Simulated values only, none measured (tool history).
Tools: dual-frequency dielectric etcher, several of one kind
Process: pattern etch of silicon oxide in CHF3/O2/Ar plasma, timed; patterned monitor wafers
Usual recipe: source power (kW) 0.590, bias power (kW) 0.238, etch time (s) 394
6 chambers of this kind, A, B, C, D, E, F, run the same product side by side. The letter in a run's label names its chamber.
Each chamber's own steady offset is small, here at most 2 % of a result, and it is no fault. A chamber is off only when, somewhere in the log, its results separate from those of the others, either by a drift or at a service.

run	day	source power (kW)	bias power (kW)	etch time (s)	hours since the last wet clean	hours since the last source power generator calibration	hours since the last bias power generator calibration	read-back reference wafer on the same gauge, depth_nm	mean etch depth across the wafer (nm)
# day 0.133: chamber C: source power generator calibrated
1D	0.179	0.590	0.238	394	130.0	1376.2	1418.6	798.03	861.49
2A	0.312	0.590	0.238	394	239.0	3329.9	120.9	797.62	848.77
# day 0.504: chamber C: wet clean of the chamber
3B	0.525	0.590	0.238	394	300.1	913.3	363.9	797.92	843.75
4C	0.729	0.590	0.238	394	5.5	14.4	4680.1	797.75	848.14
5E	0.871	0.590	0.238	394	50.1	1520.5	432.4	797.65	866.30
6F	1.104	0.640	0.263	394	195.3	1537.8	513.1	797.26	911.98
7B	1.308	0.640	0.263	394	318.9	932.1	382.7	797.17	905.41
8A	1.417	0.640	0.263	394	265.5	3356.4	147.4	797.03	904.14
9F	1.596	0.640	0.263	394	207.1	1549.6	524.9	797.04	910.64
10C	1.700	0.640	0.263	394	28.8	37.7	4703.4	796.70	907.66
11E	1.871	0.640	0.263	394	74.1	1544.5	456.4	796.68	922.88
12D	2.025	0.590	0.238	394	174.3	1420.5	1462.9	796.78	860.31
13D	2.196	0.590	0.238	394	178.4	1424.6	1467.0	796.76	857.03
14E	2.379	0.590	0.238	394	86.3	1556.7	468.6	796.54	864.44
15F	2.575	0.590	0.238	436	230.6	1573.1	548.4	796.33	943.80
16A	2.738	0.590	0.238	436	297.2	3388.1	179.1	796.28	933.34
17B	2.958	0.590	0.238	436	358.5	971.7	422.3	796.17	934.43
18C	3.133	0.590	0.238	436	63.2	72.1	4737.8	796.04	936.84
19F	3.333	0.590	0.238	436	248.8	1591.3	566.6	795.95	942.20
20A	3.462	0.590	0.238	436	314.6	3405.5	196.5	795.34	935.77
21B	3.575	0.590	0.284	446	373.3	986.5	437.1	795.61	1016.10
22C	3.679	0.590	0.284	446	76.3	85.2	4750.9	795.45	1019.20
23E	3.812	0.590	0.284	446	120.7	1591.1	503.0	795.49	1042.20
24D	4.033	0.590	0.284	446	222.5	1468.7	1511.1	795.37	1030.60
25C	4.175	0.590	0.284	446	88.2	97.1	4762.8	795.11	1019.10
26B	4.371	0.590	0.284	446	392.4	1005.6	456.2	795.19	1016.70
27D	4.604	0.590	0.238	394	236.2	1482.4	1524.8	795.30	855.88
28A	4.733	0.480	0.197	394	345.1	3436.0	227.0	794.78	732.16
29F	4.942	0.480	0.197	394	287.4	1629.9	605.2	794.39	738.29
30E	5.083	0.480	0.197	394	151.2	1621.6	533.5	794.40	746.74
31F	5.250	0.480	0.197	394	294.8	1637.3	612.6	794.46	735.99
32A	5.371	0.480	0.197	394	360.4	3451.3	242.3	794.52	730.62
33E	5.496	0.480	0.197	394	161.1	1631.5	543.4	794.35	746.10
34C	5.717	0.590	0.198	499	125.2	134.1	4799.8	794.26	1003.60
35B	5.908	0.590	0.198	499	429.3	1042.5	493.1	794.13	999.47
36D	6.038	0.590	0.198	499	270.6	1516.8	1559.2	793.88	1016.90
37F	6.225	0.590	0.198	499	318.2	1660.7	636.0	794.00	1009.50
38D	6.388	0.590	0.198	499	279.0	1525.2	1567.6	793.74	1014.30
39E	6.567	0.590	0.198	499	186.8	1657.2	569.1	793.57	1024.70
40A	6.771	0.590	0.238	394	394.0	3484.9	275.9	793.17	844.85
41B	6.888	0.590	0.238	394	452.8	1066.0	516.6	793.51	838.91
42C	7.012	0.590	0.238	394	156.3	165.2	4830.9	793.61	844.78
43A	7.212	0.590	0.238	394	404.6	3495.5	286.5	793.19	842.72
44D	7.338	0.590	0.238	394	301.8	1548.0	1590.4	793.25	854.33

Decide between three cases: one chamber stands off from its peers, the gauge reading all wafers drifts, or nothing is wrong past each chamber's small offset. Where a chamber is off, say which and what most likely put it there.

It is the gauge, not a chamber: its drift shows up in every chamber's results at once, and no chamber is off.
Likeliest cause: gauge reads low (%) = 0.616.

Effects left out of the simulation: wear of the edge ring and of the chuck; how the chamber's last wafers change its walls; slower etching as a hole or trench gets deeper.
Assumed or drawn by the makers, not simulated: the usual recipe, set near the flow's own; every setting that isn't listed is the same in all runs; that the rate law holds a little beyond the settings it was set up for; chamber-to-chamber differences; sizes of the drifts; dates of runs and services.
